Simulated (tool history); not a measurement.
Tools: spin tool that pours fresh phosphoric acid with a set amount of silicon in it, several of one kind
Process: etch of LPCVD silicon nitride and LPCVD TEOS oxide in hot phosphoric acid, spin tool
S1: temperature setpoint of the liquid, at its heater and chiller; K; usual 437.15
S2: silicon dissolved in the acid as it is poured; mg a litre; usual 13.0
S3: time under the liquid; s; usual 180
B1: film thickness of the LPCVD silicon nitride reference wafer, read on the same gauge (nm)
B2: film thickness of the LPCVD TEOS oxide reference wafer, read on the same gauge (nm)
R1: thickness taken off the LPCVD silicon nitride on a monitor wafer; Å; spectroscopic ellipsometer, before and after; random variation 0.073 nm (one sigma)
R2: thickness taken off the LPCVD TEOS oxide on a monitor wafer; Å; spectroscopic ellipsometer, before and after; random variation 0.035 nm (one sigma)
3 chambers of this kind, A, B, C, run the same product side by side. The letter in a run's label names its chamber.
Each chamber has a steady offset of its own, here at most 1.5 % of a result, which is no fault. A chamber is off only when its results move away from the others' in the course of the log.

run,hour,S1,S2,S3,B1,B2,R1,R2
1C,6.5,437.15,13.0,180,90.018,139.95,191.210,5.6580
2A,17.5,437.15,13.0,180,90.012,139.97,192.660,5.2039
3B,26.8,437.15,13.0,180,90.014,139.98,189.930,5.8491
# hour 30.2: chamber B: dissolved silicon flow meter replaced
4B,34.5,437.15,13.0,180,90.030,140.00,189.900,6.1396
5A,44.8,437.15,13.0,180,89.997,140.03,192.780,6.1098
6C,54.4,437.15,13.0,180,90.009,140.00,191.710,6.2933
# hour 62.2: chamber A: thermometer replaced
7A,63.4,437.15,13.0,180,90.016,139.99,192.410,5.8894
8C,74.0,437.15,13.0,180,89.970,140.00,191.260,6.4427
9B,81.1,437.15,13.0,180,89.987,140.02,190.590,5.4921
10B,90.3,435.15,6.5,180,90.015,140.00,177.590,6.5781
11C,101.4,435.15,6.5,180,89.993,139.98,178.770,6.5814
12A,110.6,435.15,6.5,180,89.999,140.03,181.640,6.3853
13B,117.5,437.15,13.0,180,90.017,139.99,191.190,6.1601
14C,128.9,437.15,13.0,180,90.017,139.98,191.200,6.0873
15A,136.7,437.15,13.0,180,90.014,139.97,193.710,5.5233
16A,145.8,437.15,13.0,180,90.037,140.01,192.970,5.9656
17C,151.4,437.15,13.0,180,89.993,139.93,192.880,6.3586
18B,162.7,437.15,13.0,180,90.013,139.98,190.510,5.2096
19B,171.9,437.15,13.0,180,90.002,140.03,190.150,6.0549
20A,183.1,437.15,13.0,180,90.008,140.01,193.430,5.8537
21C,190.8,437.15,13.0,180,89.958,139.98,190.800,5.5345
22A,198.4,437.15,13.0,180,90.005,140.00,193.660,6.0027
23B,209.6,437.15,20.5,85,90.034,139.99,89.885,2.2155
24C,217.6,437.15,20.5,85,90.057,139.99,90.720,2.3696
25A,228.5,437.15,20.5,85,90.017,139.93,91.775,2.2002
26B,233.4,437.15,13.0,180,90.005,139.99,190.900,5.9193
27C,240.2,437.15,13.0,180,89.989,139.96,191.970,5.6900
28B,247.4,437.15,13.0,180,90.024,140.00,190.050,5.7774
29A,258.1,437.15,13.0,180,89.969,140.05,192.320,5.6555
30C,267.7,437.15,13.0,180,90.015,140.02,190.750,6.1403
31B,272.8,437.15,13.0,180,89.990,139.95,190.350,5.9784
# hour 277.2: chamber A: dissolved silicon flow meter replaced
32C,283.7,437.15,13.0,180,89.994,140.00,192.770,6.2746
33A,289.0,437.15,13.0,180,89.986,140.00,193.550,5.7855
34C,298.6,437.15,13.0,180,90.023,139.98,191.130,6.0886

Next, every chamber runs the same settings. What will each give?
35A,306.8,437.15,13.0,115,,,?,?
35B,306.8,437.15,13.0,115,,,?,?
35C,306.8,437.15,13.0,115,,,?,?

run,R1,R2
35A,123.900,3.2385
35B,121.830,3.3621
35C,122.950,3.9211

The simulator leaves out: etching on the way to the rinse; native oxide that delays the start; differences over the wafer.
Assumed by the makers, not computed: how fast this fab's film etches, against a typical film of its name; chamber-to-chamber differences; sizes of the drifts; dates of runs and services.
